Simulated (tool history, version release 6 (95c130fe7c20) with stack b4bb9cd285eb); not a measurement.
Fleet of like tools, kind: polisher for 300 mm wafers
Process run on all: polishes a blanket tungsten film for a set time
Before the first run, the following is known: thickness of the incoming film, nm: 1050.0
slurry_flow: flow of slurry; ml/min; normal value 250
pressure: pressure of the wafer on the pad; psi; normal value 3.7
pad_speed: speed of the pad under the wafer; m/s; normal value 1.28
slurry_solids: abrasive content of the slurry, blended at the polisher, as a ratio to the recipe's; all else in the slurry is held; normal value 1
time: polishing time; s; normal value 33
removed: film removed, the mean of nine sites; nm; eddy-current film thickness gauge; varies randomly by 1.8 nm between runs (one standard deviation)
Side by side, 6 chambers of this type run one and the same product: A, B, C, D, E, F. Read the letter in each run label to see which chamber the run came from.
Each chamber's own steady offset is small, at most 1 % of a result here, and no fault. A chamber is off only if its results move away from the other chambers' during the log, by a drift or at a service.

run   hour  slurry_flow  pressure  pad_speed  slurry_solids  time  removed
         3  -- chamber B: slurry tank refilled with fresh slurry and peroxide
         4  -- chamber A: worn pad replaced by a new one
 1F    7.7          250       3.7       1.28              1    33   203.44
 2E   13.5          250       3.7       1.28              1    33   205.52
      15.4  -- chamber D: worn pad replaced by a new one
 3C   19.8          250       3.7       1.28              1    33   207.26
 4B   23.6          250       3.7       1.28              1    33   207.17
      25.9  -- chamber C: slurry tank refilled with fresh slurry and peroxide
      27.5  -- chamber E: slurry blender recalibrated
 5D   27.5          250       3.7       1.28              1    33    205.3
 6A   31.4          250       3.7       1.28              1    33   206.08
      33.7  -- chamber D: slurry blender recalibrated
      34.2  -- chamber F: worn pad replaced by a new one
 7E   35.9          250       3.7       1.28              1    33    205.9
 8F   42.6          250       3.7       1.28              1    33   206.67
 9D   49.6          250       3.7       1.28              1    33   205.68
      49.8  -- chamber B: worn pad replaced by a new one
10A   55.9          250       3.7       1.28              1    33   204.86
11B     61          250       3.7       1.28              1    33   206.15
      62.4  -- chamber E: head pressure recalibrated
12C   67.3          250       3.7       1.28              1    33   205.69
      73.1  -- chamber A: slurry nozzle cleaned
13A   75.1          250       3.7       1.28              1    23   143.06
        76  -- chamber A: slurry tank refilled with fresh slurry and peroxide
14C   80.8          250       3.7       1.28              1    23   144.26
15E   89.2          250       3.7       1.28              1    23    143.7
      93.8  -- chamber B: slurry nozzle cleaned
16D   95.8          250       3.7       1.28              1    23   143.47
      98.6  -- chamber E: slurry tank refilled with fresh slurry and peroxide
       100  -- chamber A: worn pad replaced by a new one
     101.7  -- chamber F: slurry tank refilled with fresh slurry and peroxide
17B  102.6          250       3.7       1.28              1    23   143.74
18F  108.4          250       3.7       1.28              1    23   143.06
     109.2  -- chamber E: slurry nozzle cleaned
     112.9  -- chamber B: slurry tank refilled with fresh slurry and peroxide
     113.4  -- chamber F: slurry blender recalibrated
19D  115.4          225       3.7       1.28              1    33   204.62
20F  121.6          225       3.7       1.28              1    33   202.44
     124.5  -- chamber D: worn pad replaced by a new one
     124.6  -- chamber E: worn pad replaced by a new one
     126.7  -- chamber A: slurry blender recalibrated
21C  127.2          225       3.7       1.28              1    33    201.5
22E  131.1          225       3.7       1.28              1    33   204.05
23A  136.3          225       3.7       1.28              1    33   207.12
       140  -- chamber C: slurry tank refilled with fresh slurry and peroxide
     141.8  -- chamber B: worn pad replaced by a new one
     142.2  -- chamber C: worn pad replaced by a new one
24B  142.3          225       3.7       1.28              1    33   203.61
     148.5  -- chamber F: worn pad replaced by a new one
25C    149          335       4.4       1.28              1    33   245.57
     149.6  -- chamber D: slurry tank refilled with fresh slurry and peroxide
26E  154.8          335       4.4       1.28              1    33   256.53
27D  161.8          335       4.4       1.28              1    33   254.13
     166.5  -- chamber D: head pressure recalibrated
28A  167.6          335       4.4       1.28              1    33    258.3
29B    174          335       4.4       1.28              1    33   251.82
30F  178.4          335       4.4       1.28              1    33   250.08
     179.4  -- chamber B: slurry blender recalibrated
31D    186          250       3.7       1.28              1    33   209.13
32E  189.8          250       3.7       1.28              1    33   206.34
33C  195.1          325       4.9       1.28              1    33   267.58
34B  199.2          325       4.9       1.28              1    33    282.6
35A  205.9          325       4.9       1.28              1    33   283.16
     207.2  -- chamber A: worn pad replaced by a new one
     208.8  -- chamber B: slurry tank refilled with fresh slurry and peroxide
36F  210.3          325       4.9       1.28              1    33   284.31
     213.6  -- chamber C: slurry nozzle cleaned
37A  215.9          325       4.9       1.28              1    33   281.57
38F  220.1          325       4.9       1.28              1    33    285.1
     227.6  -- chamber D: slurry blender recalibrated
39B  227.8          250       3.7       1.28              1    33   205.13
40D  235.3          250       3.7       1.28              1    33   209.09
41C  242.3          250       3.7       1.28              1    33   196.14
42E  248.1          250       3.7       1.28              1    33   207.82

All 6 chambers run these settings next. Forecast each chamber's results:
43A  254.2          250       3.7       1.28              1    33        ?
43B  254.2          250       3.7       1.28              1    33        ?
43C  254.2          250       3.7       1.28              1    33        ?
43D  254.2          250       3.7       1.28              1    33        ?
43E  254.2          250       3.7       1.28              1    33        ?
43F  254.2          250       3.7       1.28              1    33        ?

run  removed
43A   206.79
43B   209.63
43C   197.08
43D   205.36
43E   205.09
43F   207.15
